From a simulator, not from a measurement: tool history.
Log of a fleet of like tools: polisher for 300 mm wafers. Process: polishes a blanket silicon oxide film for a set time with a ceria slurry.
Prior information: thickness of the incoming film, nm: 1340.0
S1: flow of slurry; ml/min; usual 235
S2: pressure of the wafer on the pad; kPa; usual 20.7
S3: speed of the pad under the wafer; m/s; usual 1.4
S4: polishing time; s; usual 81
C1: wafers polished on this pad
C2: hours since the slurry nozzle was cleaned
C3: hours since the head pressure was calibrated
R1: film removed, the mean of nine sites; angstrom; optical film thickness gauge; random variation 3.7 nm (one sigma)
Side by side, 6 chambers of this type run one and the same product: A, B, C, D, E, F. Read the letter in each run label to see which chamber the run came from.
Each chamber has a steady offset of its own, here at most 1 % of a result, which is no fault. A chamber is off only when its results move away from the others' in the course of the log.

At day 0.021: chamber C: worn pad replaced by a new one.
Run 1A, day 0.604: usual settings; C1 801; C2 169.8; C3 124.0. Result: R1 5446.8 angstrom.
Run 2F, day 0.992: usual settings; C1 771; C2 245.4; C3 197.7. Result: R1 5326.1 angstrom.
At day 1.108: chamber A: worn pad replaced by a new one.
At day 1.225: chamber F: worn pad replaced by a new one.
Run 3B, day 1.408: usual settings; C1 616; C2 124.3; C3 53.6. Result: R1 5387.4 angstrom.
Run 4D, day 1.762: usual settings; C1 675; C2 86.1; C3 44.9. Result: R1 5409.3 angstrom.
At day 2.208: chamber E: worn pad replaced by a new one.
Run 5C, day 2.400: usual settings; C1 617; C2 549.5; C3 399.5. Result: R1 5340.4 angstrom.
Run 6E, day 2.762: usual settings; C1 144; C2 66.4; C3 80.8. Result: R1 5342.6 angstrom.
Run 7D, day 3.117: usual settings; C1 1026; C2 118.6; C3 77.4. Result: R1 5286.4 angstrom.
At day 3.438: chamber D: worn pad replaced by a new one.
Run 8A, day 3.667: usual settings; C1 664; C2 243.3; C3 197.5. Result: R1 5413.9 angstrom.
At day 3.962: chamber C: worn pad replaced by a new one.
At day 4.000: chamber B: worn pad replaced by a new one.
Run 9B, day 4.104: usual settings but S2 23.4 kPa; C1 27; C2 189.0; C3 118.3. Result: R1 6034.1 angstrom.
At day 4.429: chamber A: worn pad replaced by a new one.
At day 4.471: chamber F: worn pad replaced by a new one.
Run 10C, day 4.533: usual settings but S2 23.4 kPa; C1 148; C2 600.7; C3 450.7. Result: R1 5978.8 angstrom.
Run 11E, day 5.083: usual settings but S2 23.4 kPa; C1 745; C2 122.1; C3 136.5. Result: R1 6132.7 angstrom.
At day 5.221: chamber A: slurry nozzle cleaned.
At day 5.346: chamber C: slurry nozzle cleaned.
Run 12F, day 5.567: usual settings but S2 23.4 kPa; C1 284; C2 355.2; C3 307.5. Result: R1 6028.7 angstrom.
At day 5.938: chamber E: worn pad replaced by a new one.
Run 13C, day 6.021: usual settings but S2 23.4 kPa; C1 534; C2 16.2; C3 486.4. Result: R1 6069.6 angstrom.
Run 14F, day 6.625: usual settings but S2 23.4 kPa; C1 559; C2 380.6; C3 332.9. Result: R1 6034.2 angstrom.
Run 15A, day 7.100: usual settings; C1 693; C2 45.1; C3 279.9. Result: R1 5444.5 angstrom.
At day 7.242: chamber B: slurry nozzle cleaned.
At day 7.475: chamber D: worn pad replaced by a new one.
Run 16D, day 7.504: usual settings; C1 8; C2 223.9; C3 182.7. Result: R1 5367.6 angstrom.
At day 7.575: chamber C: worn pad replaced by a new one.
At day 7.746: chamber F: worn pad replaced by a new one.
At day 7.825: chamber C: head pressure recalibrated.
At day 7.967: chamber A: worn pad replaced by a new one.
Run 17E, day 8.092: usual settings; C1 558; C2 194.3; C3 208.7. Result: R1 5352.4 angstrom.
Run 18B, day 8.479: usual settings but S2 15.9 kPa; C1 1161; C2 29.7; C3 223.3. Result: R1 4103.9 angstrom.
At day 8.696: chamber B: worn pad replaced by a new one.
Run 19D, day 8.921: usual settings but S2 15.9 kPa; C1 375; C2 257.9; C3 216.7. Result: R1 4097.7 angstrom.
Run 20C, day 9.600: usual settings but S2 15.9 kPa; C1 525; C2 102.1; C3 42.6. Result: R1 4079.6 angstrom.
At day 9.808: chamber E: worn pad replaced by a new one.
Run 21A, day 9.917: usual settings but S2 15.9 kPa; C1 505; C2 112.7; C3 347.5. Result: R1 4126.5 angstrom.
Run 22E, day 10.367: usual settings but S2 15.9 kPa; C1 144; C2 248.9; C3 263.3. Result: R1 4146.3 angstrom.
Run 23B, day 10.829: usual settings but S2 15.9 kPa; C1 553; C2 86.1; C3 279.7. Result: R1 4127.0 angstrom.
At day 11.079: chamber F: worn pad replaced by a new one.
At day 11.142: chamber D: worn pad replaced by a new one.
Run 24F, day 11.321: usual settings; C1 63; C2 493.3; C3 445.6. Result: R1 5377.1 angstrom.
At day 11.367: chamber A: worn pad replaced by a new one.
At day 11.988: chamber C: worn pad replaced by a new one.
Run 25E, day 11.996: usual settings but S2 26.2 kPa; C1 567; C2 288.0; C3 302.4. Result: R1 6795.3 angstrom.
Run 26C, day 12.562: usual settings but S2 26.2 kPa; C1 149; C2 173.2; C3 113.7. Result: R1 6796.4 angstrom.
Run 27D, day 12.971: usual settings but S2 26.2 kPa; C1 474; C2 355.1; C3 313.9. Result: R1 6754.2 angstrom.
At day 13.558: chamber B: worn pad replaced by a new one.
Run 28B, day 13.558: usual settings but S2 26.2 kPa; C1 0; C2 151.6; C3 345.2. Result: R1 6820.8 angstrom.
At day 13.646: chamber E: worn pad replaced by a new one.
Run 29F, day 14.221: usual settings but S2 26.2 kPa; C1 815; C2 562.9; C3 515.2. Result: R1 6756.2 angstrom.
Run 30A, day 14.858: usual settings but S2 26.2 kPa; C1 906; C2 231.3; C3 466.1. Result: R1 6735.4 angstrom.
At day 14.938: chamber F: worn pad replaced by a new one.
Run 31B, day 15.217: usual settings; C1 430; C2 191.4; C3 385.0. Result: R1 5390.9 angstrom.
At day 15.358: chamber A: worn pad replaced by a new one.
Run 32D, day 15.571: usual settings; C1 1148; C2 417.5; C3 376.3. Result: R1 5337.6 angstrom.
At day 15.654: chamber C: worn pad replaced by a new one.
At day 15.942: chamber A: slurry nozzle cleaned.
Run 33A, day 16.138: usual settings; C1 202; C2 4.8; C3 496.8. Result: R1 5350.0 angstrom.
Run 34E, day 16.771: usual settings; C1 810; C2 402.6; C3 417.0. Result: R1 5387.4 angstrom.
At day 17.238: chamber E: worn pad replaced by a new one.
Run 35F, day 17.379: usual settings; C1 633; C2 638.7; C3 591.0. Result: R1 5420.4 angstrom.
Run 36C, day 17.700: usual settings; C1 530; C2 296.5; C3 237.0. Result: R1 5330.8 angstrom.
Run 37E, day 18.092: usual settings but S4 61 s; C1 221; C2 434.3; C3 448.7. Result: R1 4071.4 angstrom.

Each of the 6 chambers runs these same settings next. Fill in every chamber's results:
Run 38A, day 18.575: usual settings. Result: R1 ?.
Run 38B, day 18.575: usual settings. Result: R1 ?.
Run 38C, day 18.575: usual settings. Result: R1 ?.
Run 38D, day 18.575: usual settings. Result: R1 ?.
Run 38E, day 18.575: usual settings. Result: R1 ?.
Run 38F, day 18.575: usual settings. Result: R1 ?.

run      R1
38A  5396.8
38B  5454.0
38C  5346.7
38D  5295.0
38E  5400.5
38F  5387.0
